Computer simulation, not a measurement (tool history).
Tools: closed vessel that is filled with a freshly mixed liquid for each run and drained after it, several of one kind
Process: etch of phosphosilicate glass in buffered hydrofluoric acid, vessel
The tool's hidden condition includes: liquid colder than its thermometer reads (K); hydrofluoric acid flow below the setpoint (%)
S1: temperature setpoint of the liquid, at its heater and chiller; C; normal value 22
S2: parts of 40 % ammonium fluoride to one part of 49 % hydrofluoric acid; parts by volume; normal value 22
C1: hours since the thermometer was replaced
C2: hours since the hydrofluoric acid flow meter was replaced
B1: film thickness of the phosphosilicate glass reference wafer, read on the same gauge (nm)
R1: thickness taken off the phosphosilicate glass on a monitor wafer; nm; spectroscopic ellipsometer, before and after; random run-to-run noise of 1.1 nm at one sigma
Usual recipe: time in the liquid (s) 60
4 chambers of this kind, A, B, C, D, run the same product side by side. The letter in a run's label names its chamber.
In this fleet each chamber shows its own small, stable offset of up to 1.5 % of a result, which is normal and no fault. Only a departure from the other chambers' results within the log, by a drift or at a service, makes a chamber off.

{"run": "1B", "hour": 8.7, "S1": 22, "S2": 22, "time in the liquid (s)": 60, "C1": 2809.3, "C2": 746.7, "B1": 49.984, "R1": 156.36}
{"run": "2A", "hour": 23.4, "S1": 22, "S2": 22, "time in the liquid (s)": 60, "C1": 1173.1, "C2": 896.5, "B1": 49.994, "R1": 154.11}
{"run": "3D", "hour": 38.1, "S1": 22, "S2": 22, "time in the liquid (s)": 60, "C1": 361.4, "C2": 435.3, "B1": 50.001, "R1": 156.26}
{"run": "4C", "hour": 45.1, "S1": 22, "S2": 22, "time in the liquid (s)": 60, "C1": 1390.7, "C2": 1480.8, "B1": 50, "R1": 155.42}
{"run": "5A", "hour": 60.2, "S1": 22, "S2": 22, "time in the liquid (s)": 60, "C1": 1209.9, "C2": 933.3, "B1": 49.994, "R1": 155.45}
{"run": "6B", "hour": 70.2, "S1": 22, "S2": 22, "time in the liquid (s)": 60, "C1": 2870.8, "C2": 808.2, "B1": 50.006, "R1": 154.69}
{"run": "7C", "hour": 83.0, "S1": 22, "S2": 28.5, "time in the liquid (s)": 60, "C1": 1428.6, "C2": 1518.7, "B1": 50.008, "R1": 129.3}
{"run": "8D", "hour": 91.2, "S1": 22, "S2": 28.5, "time in the liquid (s)": 60, "C1": 414.5, "C2": 488.4, "B1": 50.001, "R1": 131.52}
{"run": "9A", "hour": 100.9, "S1": 22, "S2": 28.5, "time in the liquid (s)": 60, "C1": 1250.6, "C2": 974, "B1": 50.014, "R1": 130.36}
{"run": "10D", "hour": 110.4, "S1": 22, "S2": 28.5, "time in the liquid (s)": 60, "C1": 433.7, "C2": 507.6, "B1": 50.002, "R1": 130.39}
{"run": "11C", "hour": 118.7, "S1": 22, "S2": 22, "time in the liquid (s)": 60, "C1": 1464.3, "C2": 1554.4, "B1": 50.001, "R1": 153.97}
{"run": "12B", "hour": 126.9, "S1": 22, "S2": 22, "time in the liquid (s)": 60, "C1": 2927.5, "C2": 864.9, "B1": 49.996, "R1": 157.44}
{"run": "13D", "hour": 137.1, "S1": 22, "S2": 22, "time in the liquid (s)": 60, "C1": 460.4, "C2": 534.3, "B1": 50.001, "R1": 156.55}
{"hour": 148.3, "done": "chamber B: thermometer replaced"}
{"run": "14B", "hour": 150.8, "S1": 19, "S2": 27.5, "time in the liquid (s)": 60, "C1": 2.6, "C2": 888.8, "B1": 50.008, "R1": 114.51}
{"run": "15A", "hour": 166.1, "S1": 19, "S2": 27.5, "time in the liquid (s)": 60, "C1": 1315.8, "C2": 1039.2, "B1": 50.015, "R1": 110.29}
{"run": "16C", "hour": 177.2, "S1": 19, "S2": 27.5, "time in the liquid (s)": 60, "C1": 1522.8, "C2": 1612.9, "B1": 49.997, "R1": 111.82}
{"run": "17D", "hour": 186.1, "S1": 19, "S2": 27.5, "time in the liquid (s)": 60, "C1": 509.4, "C2": 583.3, "B1": 49.997, "R1": 114.91}
{"run": "18A", "hour": 194.4, "S1": 22, "S2": 22, "time in the liquid (s)": 60, "C1": 1344.1, "C2": 1067.5, "B1": 49.975, "R1": 155.71}
{"run": "19B", "hour": 206.6, "S1": 22, "S2": 22, "time in the liquid (s)": 60, "C1": 58.4, "C2": 944.6, "B1": 50.001, "R1": 158.77}
{"run": "20C", "hour": 221.6, "S1": 22, "S2": 22, "time in the liquid (s)": 60, "C1": 1567.2, "C2": 1657.3, "B1": 50.016, "R1": 156.1}
{"run": "21A", "hour": 229.2, "S1": 20, "S2": 19.5, "time in the liquid (s)": 60, "C1": 1378.9, "C2": 1102.3, "B1": 49.991, "R1": 151.01}
{"run": "22B", "hour": 244.5, "S1": 20, "S2": 19.5, "time in the liquid (s)": 60, "C1": 96.3, "C2": 982.5, "B1": 50.023, "R1": 154.74}
{"hour": 249.8, "done": "chamber A: hydrofluoric acid flow meter replaced"}
{"run": "23D", "hour": 255.9, "S1": 20, "S2": 19.5, "time in the liquid (s)": 60, "C1": 579.2, "C2": 653.1, "B1": 50.013, "R1": 150.99}
{"run": "24C", "hour": 269.2, "S1": 20, "S2": 19.5, "time in the liquid (s)": 60, "C1": 1614.8, "C2": 1704.9, "B1": 50, "R1": 152.33}
{"run": "25D", "hour": 281.9, "S1": 22, "S2": 22, "time in the liquid (s)": 60, "C1": 605.2, "C2": 679.1, "B1": 49.996, "R1": 154.98}
{"run": "26B", "hour": 288.9, "S1": 22, "S2": 22, "time in the liquid (s)": 60, "C1": 140.7, "C2": 1026.9, "B1": 50, "R1": 158.84}
{"run": "27C", "hour": 301.6, "S1": 22, "S2": 22, "time in the liquid (s)": 60, "C1": 1647.2, "C2": 1737.3, "B1": 50.005, "R1": 155.28}
{"run": "28A", "hour": 313.7, "S1": 22, "S2": 22, "time in the liquid (s)": 60, "C1": 1463.4, "C2": 64, "B1": 49.996, "R1": 154.28}
{"run": "29D", "hour": 329.3, "S1": 22, "S2": 22, "time in the liquid (s)": 60, "C1": 652.6, "C2": 726.5, "B1": 49.989, "R1": 152.55}
{"hour": 335.9, "done": "chamber C: thermometer replaced"}
{"run": "30C", "hour": 344.9, "S1": 22, "S2": 22, "time in the liquid (s)": 60, "C1": 9.1, "C2": 1780.6, "B1": 49.999, "R1": 156.12}
{"run": "31A", "hour": 359.3, "S1": 22, "S2": 22, "time in the liquid (s)": 60, "C1": 1509, "C2": 109.6, "B1": 50.024, "R1": 155.12}
{"run": "32B", "hour": 371.5, "S1": 22, "S2": 22, "time in the liquid (s)": 60, "C1": 223.3, "C2": 1109.5, "B1": 49.989, "R1": 157.44}
{"hour": 379.7, "done": "chamber C: hydrofluoric acid flow meter replaced"}
{"run": "33C", "hour": 382.2, "S1": 22, "S2": 22, "time in the liquid (s)": 60, "C1": 46.4, "C2": 2.6, "B1": 50.019, "R1": 155.82}
{"run": "34D", "hour": 389.4, "S1": 22, "S2": 22, "time in the liquid (s)": 60, "C1": 712.7, "C2": 786.6, "B1": 50, "R1": 150.97}
{"run": "35A", "hour": 401.2, "S1": 22, "S2": 22, "time in the liquid (s)": 60, "C1": 1550.9, "C2": 151.5, "B1": 49.989, "R1": 154.61}
{"run": "36B", "hour": 412.6, "S1": 22, "S2": 22, "time in the liquid (s)": 60, "C1": 264.4, "C2": 1150.6, "B1": 49.992, "R1": 156.47}
{"hour": 423.5, "done": "chamber A: thermometer replaced"}
{"run": "37C", "hour": 427.8, "S1": 20.5, "S2": 22, "time in the liquid (s)": 60, "C1": 92, "C2": 48.2, "B1": 50.007, "R1": 143.15}
{"run": "38D", "hour": 438.8, "S1": 20.5, "S2": 22, "time in the liquid (s)": 60, "C1": 762.1, "C2": 836, "B1": 50.001, "R1": 137.31}
{"run": "39A", "hour": 446.3, "S1": 20.5, "S2": 22, "time in the liquid (s)": 60, "C1": 22.8, "C2": 196.6, "B1": 50.011, "R1": 141.12}
{"run": "40B", "hour": 454.6, "S1": 20.5, "S2": 22, "time in the liquid (s)": 60, "C1": 306.4, "C2": 1192.6, "B1": 50.015, "R1": 143.65}
{"run": "41A", "hour": 468.3, "S1": 22, "S2": 22, "time in the liquid (s)": 60, "C1": 44.8, "C2": 218.6, "B1": 49.987, "R1": 156.4}

What goes on in this fleet: one chamber off, a drifting gauge, or nothing beyond the chambers' own small offsets? Name the chamber and the cause, if any.

Little by little, chamber D moves away from the other chambers.
Most likely cause: hydrofluoric acid flow below the setpoint (%) = 8.91.
It could be hard to tell apart here from: liquid colder than its thermometer reads (K).

Here are 4 candidates for chamber D's next run, each the usual settings with a change, their results left as question marks. Which one brings its results back in line with what the others give on the usual settings?
A result is in line if it is within this distance of the other chambers' mean on the usual settings: R1 3.7 nm
{"run": "42D-1", "hour": 479.6, "S1": 23, "S2": 22, "time in the liquid (s)": 60, "R1": "?"}
{"run": "42D-2", "hour": 479.6, "S1": 23, "S2": 20.5, "time in the liquid (s)": 60, "R1": "?"}
{"run": "42D-3", "hour": 479.6, "S1": 22, "S2": 22.5, "time in the liquid (s)": 55, "R1": "?"}
{"run": "42D-4", "hour": 479.6, "S1": 21, "S2": 22, "time in the liquid (s)": 60, "R1": "?"}

What the other chambers average on the usual settings: R1 155.81 nm
run=42D-1 R1=154.97
run=42D-2 R1=162.57
run=42D-3 R1=132.29
run=42D-4 R1=138.52
42D-1 puts the chamber back in line with the other chambers.
